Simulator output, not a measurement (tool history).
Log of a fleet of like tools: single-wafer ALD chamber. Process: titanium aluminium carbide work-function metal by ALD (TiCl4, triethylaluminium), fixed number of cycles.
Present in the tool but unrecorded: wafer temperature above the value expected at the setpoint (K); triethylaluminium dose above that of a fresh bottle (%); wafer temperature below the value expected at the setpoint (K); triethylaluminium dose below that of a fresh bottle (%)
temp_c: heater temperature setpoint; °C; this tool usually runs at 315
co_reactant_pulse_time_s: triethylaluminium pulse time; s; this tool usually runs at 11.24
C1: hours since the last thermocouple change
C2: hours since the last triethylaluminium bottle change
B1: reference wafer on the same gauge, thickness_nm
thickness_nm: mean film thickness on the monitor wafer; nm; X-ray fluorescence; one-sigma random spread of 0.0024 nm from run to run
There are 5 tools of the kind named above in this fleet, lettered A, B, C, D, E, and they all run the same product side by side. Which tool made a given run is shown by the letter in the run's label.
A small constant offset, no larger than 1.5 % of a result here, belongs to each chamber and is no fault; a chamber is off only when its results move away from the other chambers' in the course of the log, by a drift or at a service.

Run 1C, hour 4.4: usual settings; C1 570.4; C2 277.8; B1 1.9101. Result: thickness_nm 2.1623 nm.
Run 2E, hour 7.5: usual settings; C1 339.6; C2 349.2; B1 1.9098. Result: thickness_nm 2.1596 nm.
Run 3A, hour 11.3: usual settings; C1 2612.1; C2 183.7; B1 1.9096. Result: thickness_nm 2.138 nm.
Run 4D, hour 14.6: usual settings; C1 1276; C2 201.7; B1 1.9091. Result: thickness_nm 2.1295 nm.
Run 5B, hour 19.4: usual settings; C1 960.6; C2 129.1; B1 1.9086. Result: thickness_nm 2.1657 nm.
Run 6B, hour 21.8: usual settings; C1 963; C2 131.5; B1 1.9084. Result: thickness_nm 2.1584 nm.
Run 7D, hour 27.2: usual settings; C1 1288.6; C2 214.3; B1 1.9087. Result: thickness_nm 2.1293 nm.
Run 8C, hour 31.3: usual settings; C1 597.3; C2 304.7; B1 1.908. Result: thickness_nm 2.159 nm.
Run 9A, hour 34.8: usual settings; C1 2635.6; C2 207.2; B1 1.9079. Result: thickness_nm 2.1335 nm.
Run 10E, hour 37.7: usual settings; C1 369.8; C2 379.4; B1 1.9072. Result: thickness_nm 2.1571 nm.
Run 11D, hour 41.1: usual settings; C1 1302.5; C2 228.2; B1 1.9077. Result: thickness_nm 2.1286 nm.
Run 12C, hour 45.7: usual settings; C1 611.7; C2 319.1; B1 1.9075. Result: thickness_nm 2.1588 nm.
Run 13E, hour 48.8: usual settings but temp_c 308 °C, co_reactant_pulse_time_s 6.91 s; C1 380.9; C2 390.5; B1 1.9078. Result: thickness_nm 1.9359 nm.
Run 14B, hour 54: usual settings but temp_c 308 °C, co_reactant_pulse_time_s 6.91 s; C1 995.2; C2 163.7; B1 1.9062. Result: thickness_nm 1.944 nm.
Run 15A, hour 58.5: usual settings but temp_c 308 °C, co_reactant_pulse_time_s 6.91 s; C1 2659.3; C2 230.9; B1 1.9062. Result: thickness_nm 1.9196 nm.
Run 16E, hour 63.1: usual settings but temp_c 308 °C, co_reactant_pulse_time_s 6.91 s; C1 395.2; C2 404.8; B1 1.906. Result: thickness_nm 1.9325 nm.
Run 17A, hour 67.2: usual settings but temp_c 308 °C, co_reactant_pulse_time_s 6.91 s; C1 2668; C2 239.6; B1 1.9059. Result: thickness_nm 1.9234 nm.
Run 18C, hour 71: usual settings; C1 637; C2 344.4; B1 1.9052. Result: thickness_nm 2.1631 nm.
Run 19D, hour 76.2: usual settings; C1 1337.6; C2 263.3; B1 1.905. Result: thickness_nm 2.1247 nm.
Run 20B, hour 79.6: usual settings; C1 1020.8; C2 189.3; B1 1.9056. Result: thickness_nm 2.1586 nm.
Run 21B, hour 84.7: usual settings; C1 1025.9; C2 194.4; B1 1.9051. Result: thickness_nm 2.1558 nm.
Run 22A, hour 88.3: usual settings but temp_c 300 °C, co_reactant_pulse_time_s 9.47 s; C1 2689.1; C2 260.7; B1 1.9045. Result: thickness_nm 1.9611 nm.
Run 23E, hour 93.8: usual settings but temp_c 300 °C, co_reactant_pulse_time_s 9.47 s; C1 425.9; C2 435.5; B1 1.9042. Result: thickness_nm 1.9834 nm.
Run 24C, hour 97.7: usual settings but temp_c 300 °C, co_reactant_pulse_time_s 9.47 s; C1 663.7; C2 371.1; B1 1.904. Result: thickness_nm 1.9832 nm.
Run 25D, hour 100.9: usual settings but temp_c 300 °C, co_reactant_pulse_time_s 9.47 s; C1 1362.3; C2 288; B1 1.9038. Result: thickness_nm 1.9537 nm.
Run 26B, hour 105.5: usual settings but temp_c 300 °C, co_reactant_pulse_time_s 9.47 s; C1 1046.7; C2 215.2; B1 1.9032. Result: thickness_nm 1.9919 nm.
Run 27D, hour 110.8: usual settings but co_reactant_pulse_time_s 15.64 s; C1 1372.2; C2 297.9; B1 1.9027. Result: thickness_nm 2.158 nm.
Run 28E, hour 115.2: usual settings but co_reactant_pulse_time_s 15.64 s; C1 447.3; C2 456.9; B1 1.903. Result: thickness_nm 2.1816 nm.
Run 29A, hour 120.7: usual settings but co_reactant_pulse_time_s 15.64 s; C1 2721.5; C2 293.1; B1 1.902. Result: thickness_nm 2.1631 nm.
Run 30C, hour 123.5: usual settings but co_reactant_pulse_time_s 15.64 s; C1 689.5; C2 396.9; B1 1.9024. Result: thickness_nm 2.1878 nm.
Run 31A, hour 128.4: usual settings but co_reactant_pulse_time_s 15.64 s; C1 2729.2; C2 300.8; B1 1.9018. Result: thickness_nm 2.1662 nm.
Run 32E, hour 133.7: usual settings; C1 465.8; C2 475.4; B1 1.9017. Result: thickness_nm 2.1498 nm.
Run 33B, hour 136.4: usual settings; C1 1077.6; C2 246.1; B1 1.9009. Result: thickness_nm 2.1539 nm.

Is one chamber off against the others, does the gauge drift, or is nothing wrong? If a chamber is off, say which, and what the likeliest cause is.

None of the chambers is off. What moves is the gauge, dragging all their readings along together.
Likeliest cause: gauge reads low (%) = 0.457.

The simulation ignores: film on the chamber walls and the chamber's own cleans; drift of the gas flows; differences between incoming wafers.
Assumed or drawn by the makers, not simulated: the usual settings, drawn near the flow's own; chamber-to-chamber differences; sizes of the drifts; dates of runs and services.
